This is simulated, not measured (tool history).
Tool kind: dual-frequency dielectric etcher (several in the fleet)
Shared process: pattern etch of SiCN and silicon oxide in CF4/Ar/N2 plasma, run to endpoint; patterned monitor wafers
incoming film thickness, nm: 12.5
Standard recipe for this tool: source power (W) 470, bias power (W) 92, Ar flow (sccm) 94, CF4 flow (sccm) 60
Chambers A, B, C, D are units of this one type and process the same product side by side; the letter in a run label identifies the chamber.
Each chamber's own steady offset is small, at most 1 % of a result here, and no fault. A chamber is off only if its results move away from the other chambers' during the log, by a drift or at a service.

run	hour	source power (W)	bias power (W)	Ar flow (sccm)	CF4 flow (sccm)	hours since the last wet clean	hours since the last source power generator calibration	hours since the last bias power generator calibration	hours since the last Ar flow controller change	hours since the last CF4 flow controller change	endpoint time (s)
1D	3.2	470	92	94	60	587.2	2353.2	1187.6	921.5	3685.3	13.105
# hour 4.4: chamber D: wet clean of the chamber
# hour 5.9: chamber A: CF4 flow controller replaced
2A	6.2	470	92	94	60	386.6	1442.4	1176.9	1374.4	0.3	12.995
3B	10.4	470	92	94	60	33.4	1174.4	2865.8	634.9	974.7	12.912
4C	14.2	470	92	94	60	307.0	2153.2	1851.0	1484.4	1964.2	12.881
5B	19.4	470	92	94	60	42.4	1183.4	2874.8	643.9	983.7	13.005
6A	22.6	470	92	94	60	403.0	1458.8	1193.3	1390.8	16.7	12.872
7D	27.1	470	92	94	60	22.7	2377.1	1211.5	945.4	3709.2	13.130
8C	30.4	470	92	94	60	323.2	2169.4	1867.2	1500.6	1980.4	12.859
9A	33.3	470	92	94	60	413.7	1469.5	1204.0	1401.5	27.4	12.914
10C	38.6	470	92	94	60	331.4	2177.6	1875.4	1508.8	1988.6	12.910
11B	41.8	470	92	94	60	64.8	1205.8	2897.2	666.3	1006.1	12.998
12D	46.4	470	92	94	60	42.0	2396.4	1230.8	964.7	3728.5	13.081
13B	51.2	470	92	94	60	74.2	1215.2	2906.6	675.7	1015.5	13.015
14D	55.8	470	92	94	60	51.4	2405.8	1240.2	974.1	3737.9	13.117
15C	60.5	470	109	106	60	353.3	2199.5	1897.3	1530.7	2010.5	12.313
16A	63.8	470	109	106	60	444.2	1500.0	1234.5	1432.0	57.9	12.463
17C	67.0	470	109	106	60	359.8	2206.0	1903.8	1537.2	2017.0	12.308
# hour 68.4: chamber A: wet clean of the chamber
18D	70.7	470	109	106	60	66.3	2420.7	1255.1	989.0	3752.8	12.455
19A	76.5	470	92	94	60	8.1	1512.7	1247.2	1444.7	70.6	12.959
20B	81.5	470	92	94	60	104.5	1245.5	2936.9	706.0	1045.8	12.966
21B	84.2	470	72	94	60	107.2	1248.2	2939.6	708.7	1048.5	14.123
22D	87.1	470	72	94	60	82.7	2437.1	1271.5	1005.4	3769.2	14.252
# hour 87.4: chamber C: bias power generator calibrated
23A	91.8	470	72	94	60	23.4	1528.0	1262.5	1460.0	85.9	14.251
24C	95.9	470	72	94	60	388.7	2234.9	8.6	1566.1	2045.9	14.057
25A	100.7	470	92	94	60	32.3	1536.9	1271.4	1468.9	94.8	12.869
26B	106.5	470	92	94	60	129.5	1270.5	2961.9	731.0	1070.8	12.924
27D	111.7	470	92	94	60	107.3	2461.7	1296.1	1030.0	3793.8	13.042
28C	116.9	470	92	94	60	409.7	2255.9	29.6	1587.1	2066.9	12.940
29C	119.6	370	92	94	60	412.4	2258.6	32.3	1589.8	2069.6	15.938
30D	123.2	370	92	94	60	118.8	2473.2	1307.6	1041.5	3805.3	16.154
31B	127.4	370	92	94	60	150.4	1291.4	2982.8	751.9	1091.7	16.004
32A	131.2	370	92	94	60	62.8	1567.4	1301.9	1499.4	125.3	15.956
33A	136.1	470	92	94	60	67.7	1572.3	1306.8	1504.3	130.2	13.005
34C	142.0	470	92	85	65	434.8	2281.0	54.7	1612.2	2092.0	12.624
35D	146.1	470	92	85	65	141.7	2496.1	1330.5	1064.4	3828.2	12.799
36B	150.8	470	92	85	65	173.8	1314.8	3006.2	775.3	1115.1	12.661
37B	154.1	470	92	85	65	177.1	1318.1	3009.5	778.6	1118.4	12.603
38A	158.5	470	92	94	60	90.1	1594.7	1329.2	1526.7	152.6	13.038
39C	163.3	470	92	94	60	456.1	2302.3	76.0	1633.5	2113.3	12.956
40D	168.0	470	92	94	60	163.6	2518.0	1352.4	1086.3	3850.1	13.088
41A	170.9	470	92	94	60	102.5	1607.1	1341.6	1539.1	165.0	12.956
42B	176.2	470	92	94	60	199.2	1340.2	3031.6	800.7	1140.5	13.000
43D	179.3	470	107	94	60	174.9	2529.3	1363.7	1097.6	3861.4	12.382
44C	182.8	470	107	94	60	475.6	2321.8	95.5	1653.0	2132.8	12.253

Does one chamber stand apart from the rest, does the shared gauge drift, or is all well apart from small per-chamber offsets? Give the chamber and the most likely cause, where there is one.

Beyond each chamber's small constant offset nothing stands out, and the gauge stays steady.
